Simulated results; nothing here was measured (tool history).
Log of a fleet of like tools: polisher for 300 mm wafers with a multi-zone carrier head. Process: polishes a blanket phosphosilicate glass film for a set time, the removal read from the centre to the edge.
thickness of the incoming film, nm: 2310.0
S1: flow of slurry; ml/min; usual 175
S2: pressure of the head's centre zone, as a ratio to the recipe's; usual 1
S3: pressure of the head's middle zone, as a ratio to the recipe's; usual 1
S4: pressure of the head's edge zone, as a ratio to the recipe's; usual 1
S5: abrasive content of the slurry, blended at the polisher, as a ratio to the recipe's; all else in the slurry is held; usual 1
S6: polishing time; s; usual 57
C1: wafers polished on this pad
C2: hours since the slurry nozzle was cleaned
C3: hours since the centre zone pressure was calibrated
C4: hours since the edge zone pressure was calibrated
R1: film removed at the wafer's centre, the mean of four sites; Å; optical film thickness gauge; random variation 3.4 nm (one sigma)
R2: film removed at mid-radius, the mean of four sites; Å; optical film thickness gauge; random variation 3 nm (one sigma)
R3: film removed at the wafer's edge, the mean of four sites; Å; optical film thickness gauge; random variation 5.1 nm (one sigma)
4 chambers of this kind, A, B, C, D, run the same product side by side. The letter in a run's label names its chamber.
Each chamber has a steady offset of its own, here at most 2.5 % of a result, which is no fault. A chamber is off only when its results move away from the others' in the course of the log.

-- day=0.092 chamber B: worn pad replaced by a new one
run 1D day=0.192 | S1=175 S2=1 S3=1 S4=1 S5=1 S6=57 | C1=602 C2=93.8 C3=256.2 C4=124.3 | R1=3471.2 R2=3568.2 R3=3478.3
-- day=0.279 chamber D: worn pad replaced by a new one
run 2C day=0.517 | S1=175 S2=1 S3=1 S4=1 S5=1 S6=57 | C1=427 C2=163.3 C3=1001.9 C4=411.3 | R1=3565.7 R2=3648.1 R3=3693.6
run 3B day=0.792 | S1=175 S2=1 S3=1 S4=1 S5=1 S6=57 | C1=191 C2=90.8 C3=42.1 C4=58.7 | R1=3481 R2=3462 R3=3580.3
-- day=0.888 chamber A: slurry nozzle cleaned
run 4A day=1.042 | S1=175 S2=1 S3=1 S4=1 S5=1 S6=57 | C1=713 C2=3.7 C3=583.2 C4=416.2 | R1=3558.8 R2=3599 R3=3525.9
run 5B day=1.358 | S1=175 S2=1 S3=1.11 S4=1 S5=1 S6=57 | C1=345 C2=104.4 C3=55.7 C4=72.3 | R1=3531.4 R2=3875.9 R3=3564.2
run 6A day=1.579 | S1=175 S2=1 S3=1.11 S4=1 S5=1 S6=57 | C1=859 C2=16.6 C3=596.1 C4=429.1 | R1=3626.7 R2=3935.3 R3=3556.5
run 7D day=1.883 | S1=175 S2=1 S3=1.11 S4=1 S5=1 S6=57 | C1=436 C2=134.4 C3=296.8 C4=164.9 | R1=3500.5 R2=3917.3 R3=3577.4
-- day=2.025 chamber A: worn pad replaced by a new one
run 8C day=2.075 | S1=175 S2=1 S3=1.11 S4=1 S5=1 S6=57 | C1=851 C2=200.7 C3=1039.3 C4=448.7 | R1=3563.6 R2=4010.9 R3=3633.8
run 9D day=2.304 | S1=175 S2=1 S3=1 S4=1 S5=1 S6=57 | C1=551 C2=144.5 C3=306.9 C4=175 | R1=3532.8 R2=3568.4 R3=3545
-- day=2.433 chamber C: worn pad replaced by a new one
run 10C day=2.529 | S1=175 S2=1 S3=1 S4=1 S5=1 S6=57 | C1=26 C2=211.6 C3=1050.2 C4=459.6 | R1=3500.7 R2=3676.3 R3=3635.4
run 11B day=2.796 | S1=175 S2=1 S3=1 S4=1 S5=1 S6=57 | C1=736 C2=138.9 C3=90.2 C4=106.8 | R1=3588.3 R2=3539.6 R3=3437.4
-- day=2.812 chamber D: worn pad replaced by a new one
-- day=2.917 chamber A: centre zone pressure recalibrated
run 12A day=3.033 | S1=200 S2=1 S3=1 S4=1 S5=1 S6=57 | C1=275 C2=51.5 C3=2.9 C4=464 | R1=3840.4 R2=3679 R3=3494.6
run 13A day=3.321 | S1=200 S2=1 S3=1 S4=1 S5=1 S6=57 | C1=353 C2=58.4 C3=9.8 C4=470.9 | R1=3856.5 R2=3645.5 R3=3667.8
run 14D day=3.529 | S1=200 S2=1 S3=1 S4=1 S5=1 S6=57 | C1=195 C2=173.9 C3=336.3 C4=204.4 | R1=3592.4 R2=3651.6 R3=3635.2
run 15C day=3.683 | S1=200 S2=1 S3=1 S4=1 S5=1 S6=57 | C1=340 C2=239.3 C3=1077.9 C4=487.3 | R1=3671.6 R2=3677.8 R3=3687.8
run 16B day=3.942 | S1=175 S2=1 S3=1 S4=1 S5=1 S6=57 | C1=1047 C2=166.4 C3=117.7 C4=134.3 | R1=3542.3 R2=3567.6 R3=3566.4
-- day=3.971 chamber B: worn pad replaced by a new one
run 17A day=4.092 | S1=175 S2=1 S3=1 S4=1 S5=1 S6=57 | C1=563 C2=76.9 C3=28.3 C4=489.4 | R1=3830 R2=3547.9 R3=3479.6
run 18C day=4.329 | S1=175 S2=1 S3=1 S4=1 S5=1 S6=57 | C1=516 C2=254.8 C3=1093.4 C4=502.8 | R1=3570 R2=3639.7 R3=3571.6
run 19D day=4.562 | S1=215 S2=1 S3=1 S4=1 S5=1 S6=57 | C1=476 C2=198.7 C3=361.1 C4=229.2 | R1=3663.3 R2=3709.5 R3=3678.8
-- day=4.729 chamber C: slurry nozzle cleaned
-- day=4.875 chamber A: worn pad replaced by a new one
run 20B day=4.9 | S1=215 S2=1 S3=1 S4=1 S5=1 S6=57 | C1=253 C2=189.4 C3=140.7 C4=157.3 | R1=3673 R2=3632.4 R3=3663.8
-- day=5.062 chamber D: worn pad replaced by a new one
run 21B day=5.062 | S1=215 S2=1 S3=1 S4=1 S5=1 S6=57 | C1=297 C2=193.3 C3=144.6 C4=161.2 | R1=3688.5 R2=3671.6 R3=3582.2
run 22C day=5.3 | S1=215 S2=1 S3=1 S4=1 S5=1 S6=57 | C1=780 C2=13.8 C3=1116.7 C4=526.1 | R1=3676.6 R2=3704.7 R3=3760.8
-- day=5.554 chamber C: centre zone pressure recalibrated
run 23D day=5.554 | S1=175 S2=1 S3=1 S4=1 S5=1 S6=57 | C1=134 C2=222.5 C3=384.9 C4=253 | R1=3499.6 R2=3627 R3=3492.2
-- day=5.588 chamber C: worn pad replaced by a new one
run 24A day=5.712 | S1=175 S2=1 S3=1 S4=1 S5=1 S6=57 | C1=227 C2=115.8 C3=67.2 C4=528.3 | R1=3726 R2=3546.3 R3=3553.8
run 25C day=6.017 | S1=175 S2=1 S3=1 S4=1 S5=1 S6=57 | C1=116 C2=31 C3=11.1 C4=543.3 | R1=3541.4 R2=3637.9 R3=3560.4
run 26B day=6.338 | S1=175 S2=1 S3=1 S4=1 S5=1 S6=57 | C1=644 C2=223.9 C3=175.2 C4=191.8 | R1=3551.8 R2=3532.6 R3=3521.7
run 27D day=6.588 | S1=175 S2=1 S3=1 S4=1 S5=1 S6=57 | C1=415 C2=247.3 C3=409.7 C4=277.8 | R1=3536.6 R2=3574.5 R3=3498.8
run 28A day=6.854 | S1=175 S2=1 S3=1 S4=1 S5=1 S6=57 | C1=538 C2=143.2 C3=94.6 C4=555.7 | R1=3764.3 R2=3576.1 R3=3509.8
run 29B day=7.071 | S1=175 S2=1 S3=1 S4=1 S5=1 S6=57 | C1=844 C2=241.5 C3=192.8 C4=209.4 | R1=3490.1 R2=3519.4 R3=3585.9
-- day=7.175 chamber D: worn pad replaced by a new one
run 30C day=7.246 | S1=175 S2=0.96 S3=1 S4=0.95 S5=1 S6=57 | C1=451 C2=60.5 C3=40.6 C4=572.8 | R1=3405.6 R2=3614.1 R3=3462.5
run 31A day=7.421 | S1=175 S2=0.96 S3=1 S4=0.95 S5=1 S6=57 | C1=692 C2=156.8 C3=108.2 C4=569.3 | R1=3638.3 R2=3557.5 R3=3411.1
run 32D day=7.571 | S1=175 S2=0.96 S3=1 S4=0.95 S5=1 S6=57 | C1=107 C2=270.9 C3=433.3 C4=301.4 | R1=3411.8 R2=3532.8 R3=3486.6

Next, every chamber runs the same settings. What will each give?
run 33A day=7.812 | S1=175 S2=1 S3=1 S4=1 S5=1 S6=57 | R1=? R2=? R3=?
run 33B day=7.812 | S1=175 S2=1 S3=1 S4=1 S5=1 S6=57 | R1=? R2=? R3=?
run 33C day=7.812 | S1=175 S2=1 S3=1 S4=1 S5=1 S6=57 | R1=? R2=? R3=?
run 33D day=7.812 | S1=175 S2=1 S3=1 S4=1 S5=1 S6=57 | R1=? R2=? R3=?

run=33A R1=3789.6 R2=3508.4 R3=3574.4
run=33B R1=3472.8 R2=3540.2 R3=3554
run=33C R1=3564.7 R2=3623.7 R3=3600.3
run=33D R1=3534 R2=3545 R3=3586.5
